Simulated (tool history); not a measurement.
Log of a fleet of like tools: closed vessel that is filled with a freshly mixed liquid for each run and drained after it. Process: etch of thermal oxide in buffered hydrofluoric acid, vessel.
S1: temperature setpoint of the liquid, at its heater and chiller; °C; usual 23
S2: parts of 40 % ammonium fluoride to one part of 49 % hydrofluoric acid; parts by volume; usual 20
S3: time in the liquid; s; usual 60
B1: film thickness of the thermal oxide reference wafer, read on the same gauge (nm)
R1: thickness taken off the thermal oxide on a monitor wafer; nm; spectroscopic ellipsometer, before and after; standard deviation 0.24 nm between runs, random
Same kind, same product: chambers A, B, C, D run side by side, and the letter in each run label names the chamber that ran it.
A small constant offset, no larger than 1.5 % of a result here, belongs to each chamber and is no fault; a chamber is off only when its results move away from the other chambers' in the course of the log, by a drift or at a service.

run 1C hour=6.1 | S1=23 S2=20 S3=60 | B1=40.01 | R1=32.728
run 2B hour=12.2 | S1=23 S2=20 S3=60 | B1=40.001 | R1=33.076
run 3D hour=21.3 | S1=23 S2=20 S3=60 | B1=40.002 | R1=33.303
run 4A hour=26.2 | S1=23 S2=20 S3=60 | B1=39.979 | R1=33.12
run 5A hour=31.7 | S1=23 S2=20 S3=60 | B1=39.994 | R1=33.333
run 6C hour=39.8 | S1=23 S2=20 S3=70 | B1=40.011 | R1=38.581
run 7B hour=47.5 | S1=23 S2=20 S3=70 | B1=40.02 | R1=38.387
run 8D hour=53.3 | S1=23 S2=20 S3=70 | B1=39.967 | R1=39.233
run 9C hour=59.6 | S1=23 S2=20 S3=70 | B1=40.031 | R1=39.063
run 10A hour=67.7 | S1=23 S2=20 S3=60 | B1=39.99 | R1=32.882
run 11D hour=74.4 | S1=23 S2=20 S3=60 | B1=40.009 | R1=33.133
run 12B hour=81.7 | S1=23 S2=20 S3=60 | B1=39.987 | R1=32.995
run 13C hour=89 | S1=23 S2=20 S3=60 | B1=40.017 | R1=33.782
run 14B hour=95 | S1=23 S2=20 S3=60 | B1=39.99 | R1=32.788
run 15A hour=103 | S1=23 S2=20 S3=60 | B1=39.966 | R1=33.371
run 16D hour=112.1 | S1=23 S2=20 S3=60 | B1=39.994 | R1=33.195
run 17A hour=120.4 | S1=23 S2=20 S3=60 | B1=40.007 | R1=33.032
run 18D hour=125.3 | S1=21 S2=20 S3=60 | B1=40.025 | R1=29.682
run 19C hour=130.2 | S1=21 S2=20 S3=60 | B1=39.995 | R1=31.105
run 20B hour=137.6 | S1=21 S2=20 S3=60 | B1=39.974 | R1=29.609
run 21C hour=143.9 | S1=21 S2=20 S3=60 | B1=39.991 | R1=30.93
run 22D hour=150.2 | S1=23 S2=20 S3=60 | B1=40.02 | R1=33.226
run 23B hour=155.1 | S1=23 S2=20 S3=60 | B1=40.006 | R1=33.049
-- hour=162.7 chamber A: hydrofluoric acid flow meter replaced
run 24A hour=162.7 | S1=23 S2=20 S3=60 | B1=39.964 | R1=32.63
-- hour=167.5 chamber B: hydrofluoric acid flow meter replaced
run 25D hour=171.5 | S1=23 S2=20 S3=60 | B1=39.988 | R1=33.237
run 26A hour=180 | S1=23 S2=20 S3=40 | B1=39.993 | R1=22.339
run 27C hour=186.1 | S1=23 S2=20 S3=40 | B1=40.012 | R1=23.516
run 28B hour=191.7 | S1=23 S2=20 S3=40 | B1=39.995 | R1=21.964

Each of the 4 chambers runs these same settings next. Fill in every chamber's results:
run 29A hour=198.5 | S1=23 S2=20 S3=60 | R1=?
run 29B hour=198.5 | S1=23 S2=20 S3=60 | R1=?
run 29C hour=198.5 | S1=23 S2=20 S3=60 | R1=?
run 29D hour=198.5 | S1=23 S2=20 S3=60 | R1=?

run=29A R1=32.831
run=29B R1=32.875
run=29C R1=36.223
run=29D R1=33.94

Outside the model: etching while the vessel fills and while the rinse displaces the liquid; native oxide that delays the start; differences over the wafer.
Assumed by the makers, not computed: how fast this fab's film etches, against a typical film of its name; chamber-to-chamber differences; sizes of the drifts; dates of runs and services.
